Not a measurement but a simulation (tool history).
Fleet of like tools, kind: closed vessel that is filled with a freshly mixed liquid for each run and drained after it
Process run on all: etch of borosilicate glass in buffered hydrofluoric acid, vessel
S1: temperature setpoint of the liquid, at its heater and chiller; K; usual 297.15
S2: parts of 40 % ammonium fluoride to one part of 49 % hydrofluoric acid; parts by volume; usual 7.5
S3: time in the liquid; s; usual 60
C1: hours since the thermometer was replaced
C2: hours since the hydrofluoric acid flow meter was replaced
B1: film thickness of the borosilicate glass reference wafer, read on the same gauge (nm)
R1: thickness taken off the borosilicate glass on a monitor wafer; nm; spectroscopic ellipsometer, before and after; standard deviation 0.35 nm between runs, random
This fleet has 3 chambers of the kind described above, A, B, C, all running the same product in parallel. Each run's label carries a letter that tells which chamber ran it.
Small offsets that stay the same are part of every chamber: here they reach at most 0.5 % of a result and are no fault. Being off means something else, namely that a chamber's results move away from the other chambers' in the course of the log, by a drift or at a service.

run,day,S1,S2,S3,C1,C2,B1,R1
1C,0.312,297.15,7.5,60,461.1,1420.0,100.030,97.743
2A,0.771,297.15,7.5,60,1089.2,1155.9,100.010,97.339
3B,1.025,297.15,7.5,60,403.6,2165.3,99.986,97.275
4A,1.333,297.15,7.5,60,1102.7,1169.4,99.971,96.694
5C,1.675,297.15,7.5,60,493.8,1452.7,99.984,97.992
6B,2.050,297.15,7.5,60,428.2,2189.9,99.990,97.392
7C,2.375,297.15,7.5,60,510.6,1469.5,100.010,97.130
8B,2.612,297.15,7.5,60,441.7,2203.4,100.040,98.395
9A,2.846,297.15,7.5,60,1139.0,1205.7,100.010,97.203
10B,3.129,297.15,7.5,60,454.1,2215.8,100.030,97.145
11A,3.600,297.15,9.0,60,1157.1,1223.8,99.998,79.461
12C,3.988,297.15,9.0,60,549.3,1508.2,99.983,80.336
13A,4.450,297.15,9.0,60,1177.5,1244.2,99.965,79.568
14C,4.817,297.15,7.5,60,569.2,1528.1,100.010,97.997
15B,5.262,297.15,7.5,60,505.3,2267.0,99.975,97.672
16A,5.475,297.15,7.5,60,1202.1,1268.8,100.000,97.112
# day 5.742: chamber B: hydrofluoric acid flow meter replaced
17C,5.925,297.15,7.5,60,595.8,1554.7,99.995,97.336
18B,6.208,297.15,7.5,60,528.0,11.3,100.000,96.921
19A,6.629,297.15,7.5,60,1229.8,1296.5,99.963,98.036
20C,7.083,297.15,7.5,60,623.6,1582.5,100.010,97.914
21B,7.512,297.15,7.5,60,559.3,42.6,100.020,97.646
22C,7.867,297.15,7.5,60,642.4,1601.3,99.994,97.055
23A,8.212,297.15,7.5,60,1267.8,1334.5,99.942,97.425
24B,8.688,297.15,5.5,95,587.5,70.8,99.992,207.720
25B,9.071,297.15,5.5,95,596.7,80.0,100.020,207.710
26A,9.346,297.15,5.5,95,1295.0,1361.7,99.999,205.650
27C,9.783,299.65,8.5,60,688.4,1647.3,100.010,96.438
28A,10.188,299.65,8.5,60,1315.2,1381.9,99.984,97.248
29B,10.571,299.65,8.5,60,632.7,116.0,100.020,97.131
30C,10.783,297.15,7.5,60,712.4,1671.3,99.981,97.467
31B,11.154,297.15,7.5,60,646.7,130.0,100.000,97.294
32A,11.558,297.15,10.0,60,1348.1,1414.8,100.000,74.986
33C,12.038,297.15,10.0,60,742.5,1701.4,100.030,74.413
34B,12.383,297.15,10.0,60,676.2,159.5,99.977,73.991
35C,12.638,297.15,7.5,60,756.9,1715.8,100.000,97.177
36A,12.892,297.15,7.5,60,1380.1,1446.8,99.955,96.237
37B,13.317,297.15,7.5,60,698.6,181.9,99.980,97.271
38C,13.542,293.15,5.5,60,778.6,1737.5,100.010,105.690
39A,13.829,293.15,5.5,60,1402.6,1469.3,99.959,106.040
40B,14.208,293.15,5.5,60,720.0,203.3,99.998,104.990

Which is it: a chamber that has drifted or been left off by a service, a gauge drift common to all chambers, or only each chamber's usual small offset? If a chamber is off, name it and its likeliest cause.

Beyond each chamber's small constant offset nothing stands out, and the gauge stays steady.

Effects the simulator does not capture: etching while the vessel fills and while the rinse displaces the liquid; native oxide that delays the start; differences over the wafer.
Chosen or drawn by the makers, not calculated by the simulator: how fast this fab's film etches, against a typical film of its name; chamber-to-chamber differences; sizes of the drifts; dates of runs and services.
